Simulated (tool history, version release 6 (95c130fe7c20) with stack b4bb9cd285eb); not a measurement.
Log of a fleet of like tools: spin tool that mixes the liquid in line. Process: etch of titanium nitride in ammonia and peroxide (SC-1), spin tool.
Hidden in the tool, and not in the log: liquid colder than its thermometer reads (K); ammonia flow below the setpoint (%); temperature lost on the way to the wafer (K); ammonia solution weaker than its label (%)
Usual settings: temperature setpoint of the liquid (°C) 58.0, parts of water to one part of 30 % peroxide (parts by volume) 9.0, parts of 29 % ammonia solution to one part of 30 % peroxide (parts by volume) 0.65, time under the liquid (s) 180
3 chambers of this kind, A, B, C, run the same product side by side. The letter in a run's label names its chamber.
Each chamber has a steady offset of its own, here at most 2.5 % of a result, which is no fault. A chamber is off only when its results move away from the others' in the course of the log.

run   hour  temperature setpoint of the liquid (°C)  parts of water to one part of 30 % peroxide (parts by volume)  parts of 29 % ammonia solution to one part of 30 % peroxide (parts by volume)  time under the liquid (s)  hours since the thermometer was replaced  hours since the ammonia flow meter was replaced  hours since the heated supply line was repaired  hours since the drum of ammonia solution was connected  read-back film thickness of the titanium nitride reference wafer, read on the same gauge (nm)  thickness taken off the titanium nitride on a monitor wafer (angstrom)
 1A    7.0                                     58.0                                                            9.0                                                                           0.65                        180                                     262.8                                           1334.0                                            841.5                                                   465.1                                                                                         150.00                                                                  177.18
 2B   13.3                                     58.0                                                            9.0                                                                           0.65                        180                                     799.1                                            744.5                                            952.2                                                   203.9                                                                                         150.00                                                                  180.98
 3C   16.4                                     58.0                                                            9.0                                                                           0.65                        180                                    1519.2                                             89.7                                            931.0                                                   309.0                                                                                         150.01                                                                  177.06
 4A   22.9                                     58.0                                                            9.0                                                                           0.65                        180                                     278.7                                           1349.9                                            857.4                                                   481.0                                                                                         150.00                                                                  178.49
 5B   29.6                                     58.0                                                            9.0                                                                           0.65                        180                                     815.4                                            760.8                                            968.5                                                   220.2                                                                                         150.02                                                                  179.86
      32.4  -- chamber C: new drum of ammonia solution connected
      33.4  -- chamber B: new drum of ammonia solution connected
 6C   34.9                                     63.0                                                            9.0                                                                           0.45                        180                                    1537.7                                            108.2                                            949.5                                                     2.6                                                                                         150.01                                                                  235.16
 7A   38.8                                     63.0                                                            9.0                                                                           0.45                        180                                     294.6                                           1365.8                                            873.3                                                   496.9                                                                                         149.99                                                                  228.14
 8B   45.9                                     63.0                                                            9.0                                                                           0.45                        180                                     831.7                                            777.1                                            984.8                                                    12.6                                                                                         149.99                                                                  234.73
 9C   52.4                                     61.5                                                            9.0                                                                           0.65                        180                                    1555.2                                            125.7                                            967.0                                                    20.1                                                                                         150.00                                                                  226.32
10C   58.7                                     61.5                                                            9.0                                                                           0.65                        180                                    1561.5                                            132.0                                            973.3                                                    26.4                                                                                         149.98                                                                  224.30
11B   64.2                                     61.5                                                            9.0                                                                           0.65                        180                                     850.0                                            795.4                                           1003.1                                                    30.9                                                                                         150.00                                                                  226.54
12A   68.7                                     58.0                                                            9.0                                                                           0.65                        180                                     324.5                                           1395.7                                            903.2                                                   526.8                                                                                         149.99                                                                  176.11
13A   73.9                                     58.0                                                            9.0                                                                           0.65                        180                                     329.7                                           1400.9                                            908.4                                                   532.0                                                                                         149.97                                                                  175.56
14B   79.7                                     58.0                                                            9.0                                                                           0.65                        180                                     865.5                                            810.9                                           1018.6                                                    46.4                                                                                         150.00                                                                  179.74
15C   84.3                                     58.0                                                            9.0                                                                           0.65                        180                                    1587.1                                            157.6                                            998.9                                                    52.0                                                                                         149.99                                                                  177.80
16A   88.5                                     58.0                                                            9.0                                                                           0.65                        180                                     344.3                                           1415.5                                            923.0                                                   546.6                                                                                         150.01                                                                  177.43
17C   92.5                                     50.0                                                            9.0                                                                           0.65                        180                                    1595.3                                            165.8                                           1007.1                                                    60.2                                                                                         150.00                                                                  101.73
18B   98.2                                     50.0                                                            9.0                                                                           0.65                        180                                     884.0                                            829.4                                           1037.1                                                    64.9                                                                                         150.01                                                                  105.17
19C  102.5                                     50.0                                                            9.0                                                                           0.65                        180                                    1605.3                                            175.8                                           1017.1                                                    70.2                                                                                         149.99                                                                  101.67
20A  108.5                                     58.0                                                            9.0                                                                           0.65                        180                                     364.3                                           1435.5                                            943.0                                                   566.6                                                                                         149.99                                                                  177.03
21B  113.7                                     58.0                                                            9.0                                                                           0.65                        180                                     899.5                                            844.9                                           1052.6                                                    80.4                                                                                         150.01                                                                  180.50
22B  120.1                                     58.0                                                            9.0                                                                           0.65                        180                                     905.9                                            851.3                                           1059.0                                                    86.8                                                                                         150.00                                                                  181.09
23C  125.2                                     58.0                                                            9.0                                                                           0.65                        180                                    1628.0                                            198.5                                           1039.8                                                    92.9                                                                                         150.00                                                                  173.15
24A  131.2                                     58.0                                                            9.0                                                                           0.65                        180                                     387.0                                           1458.2                                            965.7                                                   589.3                                                                                         149.99                                                                  175.94
25A  137.7                                     58.0                                                            9.0                                                                           0.65                        180                                     393.5                                           1464.7                                            972.2                                                   595.8                                                                                         149.98                                                                  174.66
26C  142.5                                     58.0                                                            9.0                                                                           0.65                        180                                    1645.3                                            215.8                                           1057.1                                                   110.2                                                                                         150.00                                                                  171.55
27B  146.2                                     58.0                                                            9.0                                                                           0.65                        180                                     932.0                                            877.4                                           1085.1                                                   112.9                                                                                         150.00                                                                  182.12
28B  149.4                                     58.0                                                            9.0                                                                           0.65                        180                                     935.2                                            880.6                                           1088.3                                                   116.1                                                                                         149.98                                                                  181.76
29A  156.5                                     58.0                                                            9.0                                                                           0.65                        180                                     412.3                                           1483.5                                            991.0                                                   614.6                                                                                         150.00                                                                  176.14
30C  161.7                                     58.0                                                            9.0                                                                           0.65                        180                                    1664.5                                            235.0                                           1076.3                                                   129.4                                                                                         149.99                                                                  169.12
31B  167.9                                     58.0                                                            9.0                                                                           0.65                        180                                     953.7                                            899.1                                           1106.8                                                   134.6                                                                                         150.00                                                                  182.14
32C  174.2                                     58.0                                                            9.0                                                                           0.85                        180                                    1677.0                                            247.5                                           1088.8                                                   141.9                                                                                         150.01                                                                  178.08
     179.5  -- chamber A: new drum of ammonia solution connected
33A  181.2                                     58.0                                                            9.0                                                                           0.85                        180                                     437.0                                           1508.2                                           1015.7                                                     1.7                                                                                         150.00                                                                  183.98
34C  184.7                                     58.0                                                            9.0                                                                           0.85                        180                                    1687.5                                            258.0                                           1099.3                                                   152.4                                                                                         150.00                                                                  176.00
     184.9  -- chamber A: ammonia flow meter replaced
35B  191.0                                     58.0                                                            9.0                                                                           0.65                        180                                     976.8                                            922.2                                           1129.9                                                   157.7                                                                                         149.98                                                                  181.82
36A  197.3                                     58.0                                                            9.0                                                                           0.65                        180                                     453.1                                             12.5                                           1031.8                                                    17.8                                                                                         150.00                                                                  175.75

Is one chamber off against the others, does the gauge drift, or is nothing wrong? If a chamber is off, say which, and what the likeliest cause is.

Chamber C drifts away from the others.
Cause: liquid colder than its thermometer reads (K) = 1.08.
The log may not tell that from: temperature lost on the way to the wafer (K).

Here are 4 candidates for chamber C's next run, each the usual settings with a change, their results left as question marks. Which one brings its results back in line with what the others give on the usual settings?
In line means no further than this from the other chambers' mean on the usual settings: thickness taken off the titanium nitride on a monitor wafer (angstrom) 3.90
37C-1  202.4                                     58.5                                                            9.0                                                                           0.65                        180                                                                                                                                                                                                                                                                                                                                                                          ?
37C-2  202.4                                     59.0                                                            9.0                                                                           0.65                        180                                                                                                                                                                                                                                                                                                                                                                          ?
37C-3  202.4                                     58.0                                                            9.0                                                                           0.65                        175                                                                                                                                                                                                                                                                                                                                                                          ?
37C-4  202.4                                     58.0                                                           10.5                                                                           0.65                        180                                                                                                                                                                                                                                                                                                                                                                          ?

The other chambers' mean on the usual settings: thickness taken off the titanium nitride on a monitor wafer (angstrom) 179.25
  run  thickness taken off the titanium nitride on a monitor wafer (angstrom)
37C-1                                                                  172.67
37C-2                                                                  178.51
37C-3                                                                  162.26
37C-4                                                                  154.04
37C-2 brings the chamber back in line.

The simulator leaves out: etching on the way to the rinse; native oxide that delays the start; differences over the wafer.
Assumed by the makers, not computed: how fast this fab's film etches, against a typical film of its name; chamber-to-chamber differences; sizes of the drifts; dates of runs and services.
